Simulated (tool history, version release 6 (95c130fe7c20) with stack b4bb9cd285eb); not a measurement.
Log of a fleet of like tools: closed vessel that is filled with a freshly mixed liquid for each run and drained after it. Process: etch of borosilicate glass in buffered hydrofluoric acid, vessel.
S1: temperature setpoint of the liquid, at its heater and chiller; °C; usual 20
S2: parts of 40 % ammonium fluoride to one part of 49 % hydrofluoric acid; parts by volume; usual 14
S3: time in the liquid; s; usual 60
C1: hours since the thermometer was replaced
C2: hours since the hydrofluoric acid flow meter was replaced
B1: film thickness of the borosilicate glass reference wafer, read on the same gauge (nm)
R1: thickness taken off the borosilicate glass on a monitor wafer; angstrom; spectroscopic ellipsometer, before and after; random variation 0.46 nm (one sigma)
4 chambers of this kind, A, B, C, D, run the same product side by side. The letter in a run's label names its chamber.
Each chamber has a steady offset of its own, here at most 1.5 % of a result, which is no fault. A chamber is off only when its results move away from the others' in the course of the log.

| run | hour | S1 | S2 | S3 | C1 | C2 | B1 | R1 |
|---|---|---|---|---|---|---|---|---|
| 1D | 4.7 | 20 | 14 | 60 | 987.9 | 995.4 | 79.999 | 497.42 |
| 2C | 8.5 | 20 | 14 | 60 | 1689.4 | 2577.2 | 80.001 | 483.69 |
| 3A | 11.2 | 20 | 14 | 60 | 2441.8 | 1876.9 | 79.989 | 481.26 |
| 4B | 16.1 | 20 | 14 | 60 | 899.9 | 575.3 | 80.007 | 501.1 |
| 5B | 19 | 20 | 14 | 60 | 902.8 | 578.2 | 79.981 | 500.91 |
| 6C | 24.2 | 20 | 19 | 80 | 1705.1 | 2592.9 | 80.006 | 474.97 |
| 7A | 26.6 | 20 | 19 | 80 | 2457.2 | 1892.3 | 80 | 472.19 |
| 8D | 31.4 | 20 | 19 | 80 | 1014.6 | 1022.1 | 79.99 | 488.29 |
| 9C | 34.8 | 20 | 19 | 80 | 1715.7 | 2603.5 | 79.994 | 476.51 |
| 10B | 40.2 | 20 | 14 | 60 | 924 | 599.4 | 79.988 | 494.47 |
| 11A | 44.5 | 20 | 14 | 60 | 2475.1 | 1910.2 | 80.026 | 488.77 |
| 12D | 47.8 | 20 | 14 | 60 | 1031 | 1038.5 | 80.015 | 483.7 |
| 13D | 53 | 20 | 14 | 60 | 1036.2 | 1043.7 | 79.983 | 493.42 |
| 14C | 56.6 | 20 | 14 | 60 | 1737.5 | 2625.3 | 80.01 | 494.38 |
| 15A | 59.1 | 20 | 14 | 60 | 2489.7 | 1924.8 | 79.966 | 494.07 |
| 16B | 64.5 | 20 | 14 | 60 | 948.3 | 623.7 | 79.999 | 492.83 |
| 17A | 67 | 20 | 14 | 60 | 2497.6 | 1932.7 | 79.994 | 489.74 |
| 18D | 69.8 | 20 | 14 | 60 | 1053 | 1060.5 | 79.975 | 485.98 |
| 19C | 73.5 | 20 | 14 | 60 | 1754.4 | 2642.2 | 80.013 | 486.57 |
| 20B | 76 | 17 | 14 | 60 | 959.8 | 635.2 | 79.993 | 417.59 |
| 21D | 79.4 | 17 | 14 | 60 | 1062.6 | 1070.1 | 80.014 | 413.39 |
| 22A | 82.8 | 17 | 14 | 60 | 2513.4 | 1948.5 | 80 | 413.41 |
| 23B | 85.5 | 17 | 14 | 60 | 969.3 | 644.7 | 79.994 | 412.18 |
|  | 87 | chamber D: thermometer replaced |
|  | 90 | chamber A: thermometer replaced |
| 24C | 90.3 | 20 | 14 | 60 | 1771.2 | 2659 | 80.017 | 491.41 |
| 25D | 94.8 | 20 | 14 | 60 | 7.8 | 1085.5 | 80.005 | 479.39 |
| 26C | 97.6 | 20 | 14 | 60 | 1778.5 | 2666.3 | 79.981 | 477.64 |
|  | 100.5 | chamber C: thermometer replaced |
| 27B | 102 | 20 | 14 | 60 | 985.8 | 661.2 | 79.984 | 497.01 |
| 28A | 105.6 | 20 | 14 | 60 | 15.6 | 1971.3 | 80.016 | 486.73 |
| 29C | 108.6 | 20 | 14 | 60 | 8.1 | 2677.3 | 80.01 | 489.62 |
| 30B | 111.7 | 20 | 14 | 60 | 995.5 | 670.9 | 79.974 | 489.43 |
| 31D | 114.3 | 20 | 14 | 60 | 27.3 | 1105 | 80.02 | 497.15 |
| 32A | 118.2 | 20 | 14 | 60 | 28.2 | 1983.9 | 80.033 | 485.53 |
| 33D | 120.9 | 20 | 14 | 60 | 33.9 | 1111.6 | 79.989 | 484.71 |
| 34C | 125.4 | 20 | 14 | 60 | 24.9 | 2694.1 | 79.992 | 485.61 |
| 35B | 130.1 | 20 | 14 | 60 | 1013.9 | 689.3 | 80.011 | 490.52 |
| 36A | 134.7 | 20 | 14 | 60 | 44.7 | 2000.4 | 80 | 490.31 |
| 37D | 137.7 | 20 | 14 | 60 | 50.7 | 1128.4 | 80.044 | 494.95 |
| 38A | 143.1 | 20 | 14 | 60 | 53.1 | 2008.8 | 79.994 | 490.54 |
| 39C | 148.5 | 20 | 14 | 60 | 48 | 2717.2 | 79.984 | 483.34 |
| 40B | 152.1 | 20 | 14 | 80 | 1035.9 | 711.3 | 79.992 | 649.99 |
| 41A | 157.4 | 20 | 14 | 80 | 67.4 | 2023.1 | 79.993 | 659.03 |

What goes on in this fleet: one chamber off, a drifting gauge, or nothing beyond the chambers' own small offsets? Name the chamber and the cause, if any.

No chamber stands off beyond its own small offset, and the gauge holds steady.
